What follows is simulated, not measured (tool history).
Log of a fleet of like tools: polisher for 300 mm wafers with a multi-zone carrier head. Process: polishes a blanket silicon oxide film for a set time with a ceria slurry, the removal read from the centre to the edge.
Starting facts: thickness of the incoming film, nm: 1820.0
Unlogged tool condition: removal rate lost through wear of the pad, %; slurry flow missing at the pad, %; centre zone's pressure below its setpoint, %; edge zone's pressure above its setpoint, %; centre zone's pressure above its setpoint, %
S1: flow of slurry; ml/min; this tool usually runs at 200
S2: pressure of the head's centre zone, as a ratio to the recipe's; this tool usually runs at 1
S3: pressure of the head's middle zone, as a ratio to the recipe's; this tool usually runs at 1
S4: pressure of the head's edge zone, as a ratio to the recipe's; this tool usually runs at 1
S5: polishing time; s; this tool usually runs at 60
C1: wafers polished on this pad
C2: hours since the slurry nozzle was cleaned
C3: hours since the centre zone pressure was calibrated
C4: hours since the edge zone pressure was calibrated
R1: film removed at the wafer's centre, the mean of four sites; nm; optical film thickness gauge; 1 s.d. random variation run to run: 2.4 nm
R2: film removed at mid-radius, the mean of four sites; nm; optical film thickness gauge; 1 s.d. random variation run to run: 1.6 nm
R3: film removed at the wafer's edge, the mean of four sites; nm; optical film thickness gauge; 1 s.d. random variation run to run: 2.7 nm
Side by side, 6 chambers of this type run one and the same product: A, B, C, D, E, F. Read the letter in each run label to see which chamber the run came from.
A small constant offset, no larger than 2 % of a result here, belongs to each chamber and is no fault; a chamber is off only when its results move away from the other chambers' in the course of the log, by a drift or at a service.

{"run": "1C", "day": 0.208, "S1": 200, "S2": 1, "S3": 1, "S4": 1, "S5": 60, "C1": 346, "C2": 551.5, "C3": 827.9, "C4": 66.1, "R1": 194.31, "R2": 194.27, "R3": 189.74}
{"day": 0.392, "done": "chamber A: worn pad replaced by a new one"}
{"run": "2E", "day": 0.412, "S1": 200, "S2": 1, "S3": 1, "S4": 1, "S5": 60, "C1": 1250, "C2": 119.7, "C3": 236, "C4": 487.5, "R1": 191.57, "R2": 189.8, "R3": 187.73}
{"run": "3F", "day": 0.633, "S1": 200, "S2": 1, "S3": 1, "S4": 1, "S5": 60, "C1": 773, "C2": 386.8, "C3": 475.4, "C4": 568.3, "R1": 195.73, "R2": 188.96, "R3": 190.67}
{"run": "4B", "day": 0.921, "S1": 200, "S2": 1, "S3": 1, "S4": 1, "S5": 60, "C1": 414, "C2": 164.2, "C3": 410, "C4": 157, "R1": 198.06, "R2": 196.1, "R3": 191.42}
{"run": "5D", "day": 1.179, "S1": 200, "S2": 1.05, "S3": 1.07, "S4": 1, "S5": 60, "C1": 477, "C2": 264.6, "C3": 769.8, "C4": 528.6, "R1": 203.89, "R2": 205.6, "R3": 191.55}
{"day": 1.242, "done": "chamber F: centre zone pressure recalibrated"}
{"run": "6A", "day": 1.329, "S1": 200, "S2": 1.05, "S3": 1.07, "S4": 1, "S5": 60, "C1": 163, "C2": 204.4, "C3": 328.5, "C4": 815.1, "R1": 199.66, "R2": 204.07, "R3": 193.27}
{"run": "7A", "day": 1.542, "S1": 200, "S2": 1.05, "S3": 1.07, "S4": 1, "S5": 60, "C1": 200, "C2": 209.5, "C3": 333.6, "C4": 820.2, "R1": 199.59, "R2": 208.41, "R3": 194.97}
{"day": 1.704, "done": "chamber D: worn pad replaced by a new one"}
{"run": "8D", "day": 1.779, "S1": 200, "S2": 1.05, "S3": 1.07, "S4": 1, "S5": 60, "C1": 13, "C2": 279, "C3": 784.2, "C4": 543, "R1": 204.62, "R2": 205.61, "R3": 191.8}
{"run": "9C", "day": 2.05, "S1": 200, "S2": 1.05, "S3": 1.07, "S4": 1, "S5": 60, "C1": 666, "C2": 595.7, "C3": 872.1, "C4": 110.3, "R1": 199.98, "R2": 207.04, "R3": 189.35}
{"day": 2.158, "done": "chamber F: worn pad replaced by a new one"}
{"run": "10B", "day": 2.262, "S1": 200, "S2": 1.05, "S3": 1.07, "S4": 1, "S5": 60, "C1": 647, "C2": 196.4, "C3": 442.2, "C4": 189.2, "R1": 199.69, "R2": 207.27, "R3": 187.69}
{"day": 2.288, "done": "chamber E: worn pad replaced by a new one"}
{"day": 2.396, "done": "chamber F: slurry nozzle cleaned"}
{"run": "11E", "day": 2.458, "S1": 200, "S2": 1, "S3": 1, "S4": 1, "S5": 60, "C1": 30, "C2": 168.8, "C3": 285.1, "C4": 536.6, "R1": 191.1, "R2": 188.03, "R3": 195.22}
{"run": "12F", "day": 2.654, "S1": 200, "S2": 1, "S3": 1, "S4": 1, "S5": 60, "C1": 86, "C2": 6.3, "C3": 33.9, "C4": 616.8, "R1": 193.3, "R2": 194.76, "R3": 196.19}
{"day": 2.817, "done": "chamber E: edge zone pressure recalibrated"}
{"run": "13F", "day": 2.888, "S1": 200, "S2": 1, "S3": 1.07, "S4": 1, "S5": 60, "C1": 126, "C2": 11.9, "C3": 39.5, "C4": 622.4, "R1": 198.91, "R2": 204.53, "R3": 190.51}
{"day": 2.9, "done": "chamber C: worn pad replaced by a new one"}
{"day": 2.921, "done": "chamber B: slurry nozzle cleaned"}
{"run": "14E", "day": 3.154, "S1": 200, "S2": 1, "S3": 1.07, "S4": 1, "S5": 60, "C1": 151, "C2": 185.5, "C3": 301.8, "C4": 8.2, "R1": 191.41, "R2": 202.91, "R3": 194.65}
{"run": "15B", "day": 3.296, "S1": 200, "S2": 1, "S3": 1.07, "S4": 1, "S5": 60, "C1": 827, "C2": 9.1, "C3": 467, "C4": 214, "R1": 196.79, "R2": 205.75, "R3": 190.41}
{"day": 3.346, "done": "chamber A: worn pad replaced by a new one"}
{"run": "16D", "day": 3.521, "S1": 200, "S2": 1, "S3": 1.07, "S4": 1, "S5": 60, "C1": 316, "C2": 320.8, "C3": 826, "C4": 584.8, "R1": 193.81, "R2": 206.42, "R3": 191.17}
{"run": "17C", "day": 3.808, "S1": 200, "S2": 1, "S3": 1.07, "S4": 1, "S5": 60, "C1": 158, "C2": 637.9, "C3": 914.3, "C4": 152.5, "R1": 191.68, "R2": 205.36, "R3": 194.65}
{"run": "18A", "day": 4.067, "S1": 200, "S2": 1, "S3": 1.07, "S4": 1, "S5": 60, "C1": 125, "C2": 270.1, "C3": 394.2, "C4": 880.8, "R1": 182.57, "R2": 205.87, "R3": 191.43}
{"run": "19D", "day": 4.229, "S1": 200, "S2": 1, "S3": 1, "S4": 1, "S5": 60, "C1": 439, "C2": 337.8, "C3": 843, "C4": 601.8, "R1": 195.4, "R2": 194.73, "R3": 188.46}
{"day": 4.308, "done": "chamber A: edge zone pressure recalibrated"}
{"day": 4.383, "done": "chamber C: slurry nozzle cleaned"}
{"day": 4.388, "done": "chamber D: centre zone pressure recalibrated"}
{"run": "20A", "day": 4.512, "S1": 200, "S2": 1, "S3": 1, "S4": 1, "S5": 60, "C1": 203, "C2": 280.8, "C3": 404.9, "C4": 4.9, "R1": 178.19, "R2": 193.85, "R3": 201.44}
{"run": "21C", "day": 4.662, "S1": 200, "S2": 1, "S3": 1, "S4": 1, "S5": 60, "C1": 307, "C2": 6.7, "C3": 934.8, "C4": 173, "R1": 189.51, "R2": 194.88, "R3": 193.89}
{"run": "22E", "day": 4.888, "S1": 200, "S2": 1, "S3": 1, "S4": 1, "S5": 60, "C1": 452, "C2": 227.1, "C3": 343.4, "C4": 49.8, "R1": 190.82, "R2": 188.62, "R3": 193.31}
{"day": 5.092, "done": "chamber D: worn pad replaced by a new one"}
{"run": "23B", "day": 5.142, "S1": 200, "S2": 1, "S3": 1, "S4": 1, "S5": 60, "C1": 1148, "C2": 53.4, "C3": 511.3, "C4": 258.3, "R1": 190.88, "R2": 195.87, "R3": 195.48}
{"day": 5.358, "done": "chamber B: worn pad replaced by a new one"}
{"run": "24F", "day": 5.362, "S1": 200, "S2": 1, "S3": 1, "S4": 1, "S5": 60, "C1": 557, "C2": 71.3, "C3": 98.9, "C4": 681.8, "R1": 195.75, "R2": 192.29, "R3": 190.82}
{"run": "25C", "day": 5.633, "S1": 200, "S2": 1, "S3": 1, "S4": 1, "S5": 60, "C1": 475, "C2": 30, "C3": 958.1, "C4": 196.3, "R1": 192.64, "R2": 195.59, "R3": 197.97}
{"run": "26A", "day": 5.867, "S1": 200, "S2": 1, "S3": 1, "S4": 1, "S5": 60, "C1": 438, "C2": 313.3, "C3": 437.4, "C4": 37.4, "R1": 179.35, "R2": 191.17, "R3": 193.23}
{"run": "27D", "day": 6.025, "S1": 200, "S2": 1, "S3": 1, "S4": 1, "S5": 60, "C1": 162, "C2": 380.9, "C3": 39.3, "C4": 644.9, "R1": 191.45, "R2": 194.47, "R3": 195.36}
{"run": "28F", "day": 6.254, "S1": 200, "S2": 1, "S3": 1, "S4": 1, "S5": 60, "C1": 712, "C2": 92.7, "C3": 120.3, "C4": 703.2, "R1": 196.92, "R2": 192.22, "R3": 189.15}
{"run": "29B", "day": 6.517, "S1": 200, "S2": 1, "S3": 1, "S4": 1, "S5": 60, "C1": 201, "C2": 86.4, "C3": 544.3, "C4": 291.3, "R1": 189.8, "R2": 195.36, "R3": 196.69}
{"day": 6.688, "done": "chamber C: worn pad replaced by a new one"}
{"run": "30E", "day": 6.712, "S1": 200, "S2": 1, "S3": 1, "S4": 0.93, "S5": 77, "C1": 769, "C2": 270.9, "C3": 387.2, "C4": 93.6, "R1": 245.92, "R2": 243.01, "R3": 238.14}
{"day": 6.746, "done": "chamber A: worn pad replaced by a new one"}
{"run": "31D", "day": 6.862, "S1": 200, "S2": 1, "S3": 1, "S4": 0.93, "S5": 77, "C1": 308, "C2": 401, "C3": 59.4, "C4": 665, "R1": 247.89, "R2": 249.09, "R3": 239.18}
{"run": "32F", "day": 7.046, "S1": 200, "S2": 1, "S3": 1, "S4": 0.93, "S5": 77, "C1": 849, "C2": 111.7, "C3": 139.3, "C4": 722.2, "R1": 244.25, "R2": 248.11, "R3": 238.72}
{"run": "33B", "day": 7.179, "S1": 200, "S2": 1, "S3": 1, "S4": 0.93, "S5": 77, "C1": 316, "C2": 102.3, "C3": 560.2, "C4": 307.2, "R1": 246.83, "R2": 249.1, "R3": 242.5}
{"run": "34C", "day": 7.383, "S1": 200, "S2": 1, "S3": 1, "S4": 0.93, "S5": 77, "C1": 120, "C2": 72, "C3": 1000.1, "C4": 238.3, "R1": 246.36, "R2": 250.94, "R3": 237.32}
{"run": "35A", "day": 7.546, "S1": 200, "S2": 1, "S3": 1, "S4": 0.93, "S5": 77, "C1": 139, "C2": 353.6, "C3": 477.7, "C4": 77.7, "R1": 221.72, "R2": 247.2, "R3": 240.05}
{"run": "36E", "day": 7.771, "S1": 200, "S2": 1, "S3": 1, "S4": 1, "S5": 60, "C1": 953, "C2": 296.3, "C3": 412.6, "C4": 119, "R1": 188.14, "R2": 189.47, "R3": 190.68}
{"run": "37B", "day": 8.067, "S1": 200, "S2": 1, "S3": 0.92, "S4": 1, "S5": 60, "C1": 471, "C2": 123.6, "C3": 581.5, "C4": 328.5, "R1": 189.16, "R2": 180.42, "R3": 193.84}

For the next run the whole fleet of 6 chambers uses the same settings. Give each chamber's results:
{"run": "38A", "day": 8.279, "S1": 200, "S2": 1, "S3": 1, "S4": 0.88, "S5": 60, "R1": "?", "R2": "?", "R3": "?"}
{"run": "38B", "day": 8.279, "S1": 200, "S2": 1, "S3": 1, "S4": 0.88, "S5": 60, "R1": "?", "R2": "?", "R3": "?"}
{"run": "38C", "day": 8.279, "S1": 200, "S2": 1, "S3": 1, "S4": 0.88, "S5": 60, "R1": "?", "R2": "?", "R3": "?"}
{"run": "38D", "day": 8.279, "S1": 200, "S2": 1, "S3": 1, "S4": 0.88, "S5": 60, "R1": "?", "R2": "?", "R3": "?"}
{"run": "38E", "day": 8.279, "S1": 200, "S2": 1, "S3": 1, "S4": 0.88, "S5": 60, "R1": "?", "R2": "?", "R3": "?"}
{"run": "38F", "day": 8.279, "S1": 200, "S2": 1, "S3": 1, "S4": 0.88, "S5": 60, "R1": "?", "R2": "?", "R3": "?"}

run=38A R1=171.89 R2=193.49 R3=180.25
run=38B R1=194.6 R2=197 R3=175
run=38C R1=192.93 R2=193.58 R3=182.54
run=38D R1=195.67 R2=192.93 R3=181.04
run=38E R1=188.63 R2=189.21 R3=179.98
run=38F R1=193.72 R2=189.81 R3=180.29

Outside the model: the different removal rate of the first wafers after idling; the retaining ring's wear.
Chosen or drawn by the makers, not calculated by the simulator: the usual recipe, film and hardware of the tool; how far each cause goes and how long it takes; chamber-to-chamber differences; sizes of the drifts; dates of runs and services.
